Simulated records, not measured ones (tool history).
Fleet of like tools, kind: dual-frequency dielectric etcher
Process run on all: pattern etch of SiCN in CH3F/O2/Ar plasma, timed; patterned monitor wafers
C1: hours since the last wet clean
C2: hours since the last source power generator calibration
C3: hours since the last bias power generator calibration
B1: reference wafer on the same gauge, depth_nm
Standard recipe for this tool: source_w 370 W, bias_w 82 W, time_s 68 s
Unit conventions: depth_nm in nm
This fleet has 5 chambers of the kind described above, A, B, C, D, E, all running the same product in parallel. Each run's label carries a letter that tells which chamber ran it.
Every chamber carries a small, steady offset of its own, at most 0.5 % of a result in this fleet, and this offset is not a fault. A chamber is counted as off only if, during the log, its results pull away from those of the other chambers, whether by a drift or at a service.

{"run": "1B", "hour": 6.1, "source_w": 370, "bias_w": 82, "time_s": 68, "C1": 283.3, "C2": 2164.0, "C3": 36.8, "B1": 29.451, "depth_nm": 25.931}
{"hour": 13.9, "done": "chamber C: source power generator calibrated"}
{"run": "2C", "hour": 18.2, "source_w": 370, "bias_w": 82, "time_s": 68, "C1": 142.9, "C2": 4.4, "C3": 1997.2, "B1": 29.485, "depth_nm": 25.955}
{"run": "3E", "hour": 28.2, "source_w": 370, "bias_w": 82, "time_s": 68, "C1": 349.8, "C2": 1353.8, "C3": 2843.6, "B1": 29.544, "depth_nm": 25.529}
{"run": "4D", "hour": 39.6, "source_w": 370, "bias_w": 82, "time_s": 68, "C1": 143.4, "C2": 2324.5, "C3": 187.4, "B1": 29.507, "depth_nm": 26.017}
{"run": "5A", "hour": 47.7, "source_w": 370, "bias_w": 82, "time_s": 68, "C1": 221.7, "C2": 1021.6, "C3": 2376.9, "B1": 29.461, "depth_nm": 25.9}
{"hour": 49.2, "done": "chamber B: wet clean of the chamber"}
{"run": "6E", "hour": 59.9, "source_w": 370, "bias_w": 82, "time_s": 68, "C1": 381.5, "C2": 1385.5, "C3": 2875.3, "B1": 29.516, "depth_nm": 25.815}
{"hour": 64.4, "done": "chamber E: wet clean of the chamber"}
{"run": "7D", "hour": 66.9, "source_w": 370, "bias_w": 82, "time_s": 68, "C1": 170.7, "C2": 2351.8, "C3": 214.7, "B1": 29.491, "depth_nm": 25.859}
{"run": "8C", "hour": 77.6, "source_w": 370, "bias_w": 82, "time_s": 68, "C1": 202.3, "C2": 63.8, "C3": 2056.6, "B1": 29.442, "depth_nm": 26.047}
{"run": "9A", "hour": 84.5, "source_w": 370, "bias_w": 82, "time_s": 68, "C1": 258.5, "C2": 1058.4, "C3": 2413.7, "B1": 29.487, "depth_nm": 26.079}
{"run": "10B", "hour": 91.8, "source_w": 370, "bias_w": 82, "time_s": 68, "C1": 42.6, "C2": 2249.7, "C3": 122.5, "B1": 29.489, "depth_nm": 25.953}
{"run": "11A", "hour": 98.3, "source_w": 370, "bias_w": 82, "time_s": 68, "C1": 272.3, "C2": 1072.2, "C3": 2427.5, "B1": 29.483, "depth_nm": 26.049}
{"run": "12E", "hour": 104.1, "source_w": 370, "bias_w": 82, "time_s": 68, "C1": 39.7, "C2": 1429.7, "C3": 2919.5, "B1": 29.511, "depth_nm": 25.921}
{"run": "13B", "hour": 113.5, "source_w": 370, "bias_w": 82, "time_s": 68, "C1": 64.3, "C2": 2271.4, "C3": 144.2, "B1": 29.464, "depth_nm": 25.984}
{"run": "14C", "hour": 118.9, "source_w": 370, "bias_w": 82, "time_s": 68, "C1": 243.6, "C2": 105.1, "C3": 2097.9, "B1": 29.492, "depth_nm": 25.927}
{"run": "15D", "hour": 127.3, "source_w": 370, "bias_w": 74, "time_s": 68, "C1": 231.1, "C2": 2412.2, "C3": 275.1, "B1": 29.489, "depth_nm": 25.137}
{"hour": 130.1, "done": "chamber D: source power generator calibrated"}
{"run": "16E", "hour": 137.1, "source_w": 370, "bias_w": 74, "time_s": 68, "C1": 72.7, "C2": 1462.7, "C3": 2952.5, "B1": 29.461, "depth_nm": 24.66}
{"run": "17A", "hour": 143.6, "source_w": 370, "bias_w": 74, "time_s": 68, "C1": 317.6, "C2": 1117.5, "C3": 2472.8, "B1": 29.523, "depth_nm": 25.211}
{"run": "18D", "hour": 152.6, "source_w": 370, "bias_w": 74, "time_s": 68, "C1": 256.4, "C2": 22.5, "C3": 300.4, "B1": 29.486, "depth_nm": 25.017}
{"run": "19C", "hour": 158.1, "source_w": 370, "bias_w": 74, "time_s": 68, "C1": 282.8, "C2": 144.3, "C3": 2137.1, "B1": 29.52, "depth_nm": 25.043}
{"run": "20B", "hour": 167.4, "source_w": 370, "bias_w": 82, "time_s": 68, "C1": 118.2, "C2": 2325.3, "C3": 198.1, "B1": 29.508, "depth_nm": 25.777}
{"run": "21D", "hour": 176.7, "source_w": 370, "bias_w": 82, "time_s": 68, "C1": 280.5, "C2": 46.6, "C3": 324.5, "B1": 29.474, "depth_nm": 26.123}
{"run": "22E", "hour": 187.0, "source_w": 370, "bias_w": 82, "time_s": 68, "C1": 122.6, "C2": 1512.6, "C3": 3002.4, "B1": 29.52, "depth_nm": 25.757}
{"run": "23C", "hour": 198.6, "source_w": 370, "bias_w": 82, "time_s": 68, "C1": 323.3, "C2": 184.8, "C3": 2177.6, "B1": 29.507, "depth_nm": 26.246}
{"run": "24B", "hour": 208.1, "source_w": 430, "bias_w": 65, "time_s": 68, "C1": 158.9, "C2": 2366.0, "C3": 238.8, "B1": 29.48, "depth_nm": 25.585}
{"run": "25A", "hour": 219.2, "source_w": 430, "bias_w": 65, "time_s": 68, "C1": 393.2, "C2": 1193.1, "C3": 2548.4, "B1": 29.474, "depth_nm": 25.518}
{"run": "26C", "hour": 230.2, "source_w": 430, "bias_w": 65, "time_s": 68, "C1": 354.9, "C2": 216.4, "C3": 2209.2, "B1": 29.457, "depth_nm": 25.708}
{"run": "27B", "hour": 242.1, "source_w": 430, "bias_w": 65, "time_s": 68, "C1": 192.9, "C2": 2400.0, "C3": 272.8, "B1": 29.488, "depth_nm": 25.433}
{"run": "28D", "hour": 251.1, "source_w": 430, "bias_w": 65, "time_s": 68, "C1": 354.9, "C2": 121.0, "C3": 398.9, "B1": 29.54, "depth_nm": 25.432}
{"run": "29A", "hour": 259.9, "source_w": 370, "bias_w": 82, "time_s": 68, "C1": 433.9, "C2": 1233.8, "C3": 2589.1, "B1": 29.499, "depth_nm": 26.177}
{"run": "30E", "hour": 270.7, "source_w": 370, "bias_w": 82, "time_s": 68, "C1": 206.3, "C2": 1596.3, "C3": 3086.1, "B1": 29.513, "depth_nm": 25.669}
{"run": "31D", "hour": 277.1, "source_w": 370, "bias_w": 82, "time_s": 68, "C1": 380.9, "C2": 147.0, "C3": 424.9, "B1": 29.495, "depth_nm": 26.064}
{"run": "32C", "hour": 287.2, "source_w": 370, "bias_w": 82, "time_s": 68, "C1": 411.9, "C2": 273.4, "C3": 2266.2, "B1": 29.517, "depth_nm": 26.087}
{"run": "33B", "hour": 292.8, "source_w": 370, "bias_w": 82, "time_s": 68, "C1": 243.6, "C2": 2450.7, "C3": 323.5, "B1": 29.45, "depth_nm": 26.046}
{"run": "34E", "hour": 300.3, "source_w": 370, "bias_w": 82, "time_s": 51, "C1": 235.9, "C2": 1625.9, "C3": 3115.7, "B1": 29.512, "depth_nm": 19.366}

Is one chamber off against the others, does the gauge drift, or is nothing wrong? If a chamber is off, say which, and what the likeliest cause is.

Beyond each chamber's small constant offset nothing stands out, and the gauge stays steady.
